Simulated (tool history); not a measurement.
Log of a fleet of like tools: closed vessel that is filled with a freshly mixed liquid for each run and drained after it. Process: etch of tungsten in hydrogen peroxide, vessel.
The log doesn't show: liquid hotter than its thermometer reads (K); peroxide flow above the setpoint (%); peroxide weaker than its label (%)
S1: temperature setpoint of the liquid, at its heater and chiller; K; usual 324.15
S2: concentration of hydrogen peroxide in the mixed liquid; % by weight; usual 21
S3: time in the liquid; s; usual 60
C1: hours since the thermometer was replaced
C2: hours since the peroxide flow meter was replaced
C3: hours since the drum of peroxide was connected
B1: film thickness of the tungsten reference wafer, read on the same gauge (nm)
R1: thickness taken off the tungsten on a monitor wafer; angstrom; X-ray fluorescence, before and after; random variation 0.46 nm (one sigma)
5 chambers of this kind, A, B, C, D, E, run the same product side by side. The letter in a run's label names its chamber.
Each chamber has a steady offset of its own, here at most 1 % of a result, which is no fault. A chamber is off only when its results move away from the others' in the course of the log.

Run 1A, hour 6.7: usual settings; C1 246.3; C2 1612.8; C3 648.6; B1 59.998. Result: R1 560.15 angstrom.
Run 2E, hour 10.1: usual settings; C1 982.2; C2 1353.1; C3 334; B1 59.997. Result: R1 558.01 angstrom.
Run 3C, hour 15.9: usual settings; C1 97.5; C2 1255.8; C3 1123.2; B1 59.984. Result: R1 547.38 angstrom.
Run 4B, hour 22: usual settings; C1 404.7; C2 526; C3 530.4; B1 59.972. Result: R1 548.47 angstrom.
Run 5D, hour 25.8: usual settings; C1 352.9; C2 471.1; C3 337.7; B1 59.997. Result: R1 558.33 angstrom.
Run 6C, hour 31.3: usual settings; C1 112.9; C2 1271.2; C3 1138.6; B1 60.003. Result: R1 540.22 angstrom.
Run 7B, hour 37.9: usual settings; C1 420.6; C2 541.9; C3 546.3; B1 60.004. Result: R1 549.7 angstrom.
Run 8D, hour 41: usual settings; C1 368.1; C2 486.3; C3 352.9; B1 60.019. Result: R1 550.96 angstrom.
Run 9A, hour 46.1: usual settings; C1 285.7; C2 1652.2; C3 688; B1 59.996. Result: R1 554.26 angstrom.
At hour 49.2: chamber D: new drum of peroxide connected.
Run 10E, hour 51.4: usual settings; C1 1023.5; C2 1394.4; C3 375.3; B1 60.005. Result: R1 560.79 angstrom.
Run 11A, hour 54.8: usual settings; C1 294.4; C2 1660.9; C3 696.7; B1 59.983. Result: R1 559.46 angstrom.
Run 12E, hour 60.2: usual settings; C1 1032.3; C2 1403.2; C3 384.1; B1 59.987. Result: R1 572.5 angstrom.
At hour 61.7: chamber B: new drum of peroxide connected.
Run 13D, hour 65.9: usual settings; C1 393; C2 511.2; C3 16.7; B1 59.989. Result: R1 559.8 angstrom.
Run 14B, hour 70.8: usual settings; C1 453.5; C2 574.8; C3 9.2; B1 60. Result: R1 542.66 angstrom.
Run 15C, hour 77.1: usual settings; C1 158.7; C2 1317; C3 1184.4; B1 60.014. Result: R1 544.65 angstrom.
Run 16A, hour 83: usual settings; C1 322.6; C2 1689.1; C3 724.9; B1 59.972. Result: R1 552.33 angstrom.
Run 17D, hour 86.1: usual settings; C1 413.2; C2 531.4; C3 36.9; B1 59.981. Result: R1 557.51 angstrom.
Run 18C, hour 92.4: usual settings; C1 174; C2 1332.3; C3 1199.7; B1 60.036. Result: R1 546.92 angstrom.
Run 19B, hour 98.1: usual settings; C1 480.8; C2 602.1; C3 36.5; B1 60.005. Result: R1 551.49 angstrom.
Run 20E, hour 101.6: usual settings; C1 1073.7; C2 1444.6; C3 425.5; B1 60.015. Result: R1 583.88 angstrom.
Run 21E, hour 106.9: usual settings; C1 1079; C2 1449.9; C3 430.8; B1 59.962. Result: R1 574.74 angstrom.
Run 22D, hour 111.7: usual settings but S2 25 % by weight; C1 438.8; C2 557; C3 62.5; B1 60.013. Result: R1 598.36 angstrom.
Run 23B, hour 116.4: usual settings but S2 25 % by weight; C1 499.1; C2 620.4; C3 54.8; B1 60.008. Result: R1 596.29 angstrom.
Run 24C, hour 120.2: usual settings but S2 25 % by weight; C1 201.8; C2 1360.1; C3 1227.5; B1 60.021. Result: R1 593.68 angstrom.
At hour 121.9: chamber E: peroxide flow meter replaced.
At hour 124.1: chamber A: new drum of peroxide connected.
Run 25A, hour 124.1: usual settings but S2 25 % by weight; C1 363.7; C2 1730.2; C3 0.1; B1 59.998. Result: R1 611.42 angstrom.
Run 26C, hour 130.3: usual settings but S2 25 % by weight; C1 211.9; C2 1370.2; C3 1237.6; B1 59.984. Result: R1 589.95 angstrom.
Run 27A, hour 133.8: usual settings but S1 317.65 K, S3 50 s; C1 373.4; C2 1739.9; C3 9.8; B1 60.018. Result: R1 311.9 angstrom.
Run 28D, hour 137: usual settings but S1 317.65 K, S3 50 s; C1 464.1; C2 582.3; C3 87.8; B1 60.009. Result: R1 307.36 angstrom.
Run 29B, hour 140.7: usual settings but S1 317.65 K, S3 50 s; C1 523.4; C2 644.7; C3 79.1; B1 60.017. Result: R1 310.55 angstrom.
Run 30E, hour 147: usual settings but S1 317.65 K, S3 50 s; C1 1119.1; C2 25.2; C3 470.9; B1 59.994. Result: R1 335.48 angstrom.
Run 31A, hour 150.1: usual settings but S1 317.65 K, S3 50 s; C1 389.7; C2 1756.2; C3 26.1; B1 60. Result: R1 310.52 angstrom.
Run 32D, hour 153.7: usual settings; C1 480.8; C2 599; C3 104.5; B1 59.979. Result: R1 556.64 angstrom.
At hour 156.8: chamber C: new drum of peroxide connected.
Run 33E, hour 156.8: usual settings; C1 1128.9; C2 35; C3 480.7; B1 59.995. Result: R1 597.52 angstrom.
Run 34C, hour 160: usual settings; C1 241.6; C2 1399.9; C3 3.2; B1 59.998. Result: R1 548.65 angstrom.
Run 35B, hour 165.7: usual settings; C1 548.4; C2 669.7; C3 104.1; B1 59.984. Result: R1 550.89 angstrom.
Run 36C, hour 172.3: usual settings; C1 253.9; C2 1412.2; C3 15.5; B1 60.068. Result: R1 557.91 angstrom.
Run 37A, hour 178.1: usual settings but S3 75 s; C1 417.7; C2 1784.2; C3 54.1; B1 60.012. Result: R1 700.43 angstrom.

All 5 chambers run these settings next. Forecast each chamber's results:
Run 38A, hour 182.9: usual settings. Result: R1 ?.
Run 38B, hour 182.9: usual settings. Result: R1 ?.
Run 38C, hour 182.9: usual settings. Result: R1 ?.
Run 38D, hour 182.9: usual settings. Result: R1 ?.
Run 38E, hour 182.9: usual settings. Result: R1 ?.

run      R1
38A  563.41
38B  541.31
38C  553.73
38D  550.97
38E  602.13
